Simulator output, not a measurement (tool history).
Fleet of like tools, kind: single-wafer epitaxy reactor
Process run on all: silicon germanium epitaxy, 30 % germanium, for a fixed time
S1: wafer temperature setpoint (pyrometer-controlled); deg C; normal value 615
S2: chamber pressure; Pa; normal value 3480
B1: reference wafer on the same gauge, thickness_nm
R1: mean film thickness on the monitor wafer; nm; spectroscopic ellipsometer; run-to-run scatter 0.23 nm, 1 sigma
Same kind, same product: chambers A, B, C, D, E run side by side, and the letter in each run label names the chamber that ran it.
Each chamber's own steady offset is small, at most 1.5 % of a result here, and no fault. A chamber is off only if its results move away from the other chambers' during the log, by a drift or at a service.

run   hour   S1    S2      B1      R1
 1D      5  615  3480  85.347  86.194
 2B     12  615  3480  85.322  85.804
 3C   17.9  615  3480  85.281  85.266
 4A   25.1  615  3480  85.268  86.348
 5E   31.2  615  3480  85.305  84.703
 6A   36.5  615  3480  85.255   85.91
 7C     43  615  3480  85.362  85.467
 8D     50  615  3480  85.324  86.572
      50.5  -- chamber E: capacitance manometer re-zeroed and calibrated
 9E   55.8  615  3480  85.284  84.677
10B   60.2  615  3480  85.289  85.893
11B   64.9  615  3480  85.321  86.141
12E     69  615  3480  85.287   84.82
13A     76  615  3480  85.333  86.247
14D   80.9  615  3480   85.26  86.385
      84.4  -- chamber C: pyrometer calibrated
15C   86.4  629  3013  85.289  103.15
16B   95.4  629  3013  85.284  103.07
17D  103.1  629  3013  85.318  104.55
18C  111.1  629  3013  85.297  103.09
     118.5  -- chamber D: capacitance manometer re-zeroed and calibrated
19E  120.4  629  3013  85.309  102.63
20A  127.5  626  3480  85.272  103.96
     130.8  -- chamber B: pyrometer calibrated
21E    134  626  3480  85.297  103.12
22C  141.1  626  3480   85.32  103.52
23A  145.2  626  3480  85.313  104.03
24D  153.3  626  3480  85.303  104.75
25B  159.7  615  3480  85.358  89.299
26E  168.5  615  3480  85.286  84.815
27B  177.3  615  3480  85.327  89.154
28D    183  615  3480  85.296  85.961
29C  190.7  615  3480  85.338  85.922
30A  195.6  615  3480  85.377  85.683
31D  204.6  615  3480   85.33  85.798
32C  209.2  615  3480   85.38   85.65
33E  215.8  626  3760  85.233  106.18
34B  221.6  626  3760  85.236  110.45
35A  229.2  626  3760  85.211  107.16
36C  233.4  626  3760  85.291  107.25
37B  240.2  626  3760  85.237  110.47
38E    249  615  3480  85.332  85.035
39D  255.9  615  3480  85.225  86.188

Read the log: is a single chamber off, either drifting away or since a service, is the gauge that measures every chamber drifting, or is nothing wrong beyond small per-chamber offsets? Name any odd chamber and what most likely caused it.

Chamber B has stood off from the others ever since a service on it.
Most likely cause: wafer temperature above the value expected at the setpoint (K) = 1.88.

Chamber B could run next with any of the 4 candidate recipes listed below; each alters the usual settings, and their results appear as question marks. Which one brings its results back in line with what the other chambers deliver on the usual settings?
Maximum distance from the other chambers' mean on the usual settings for a result to count as in line: R1 0.81 nm
40B-1  262.6  619  3573       ?
40B-2  262.6  615  3160       ?
40B-3  262.6  611  3386       ?
40B-4  262.6  617  3520       ?

The mean the other chambers reach with the usual settings: R1 85.666 nm
  run      R1
40B-1  96.342
40B-2  85.597
40B-3  82.093
40B-4  92.524
It is 40B-2 that realigns the chamber with its peers.
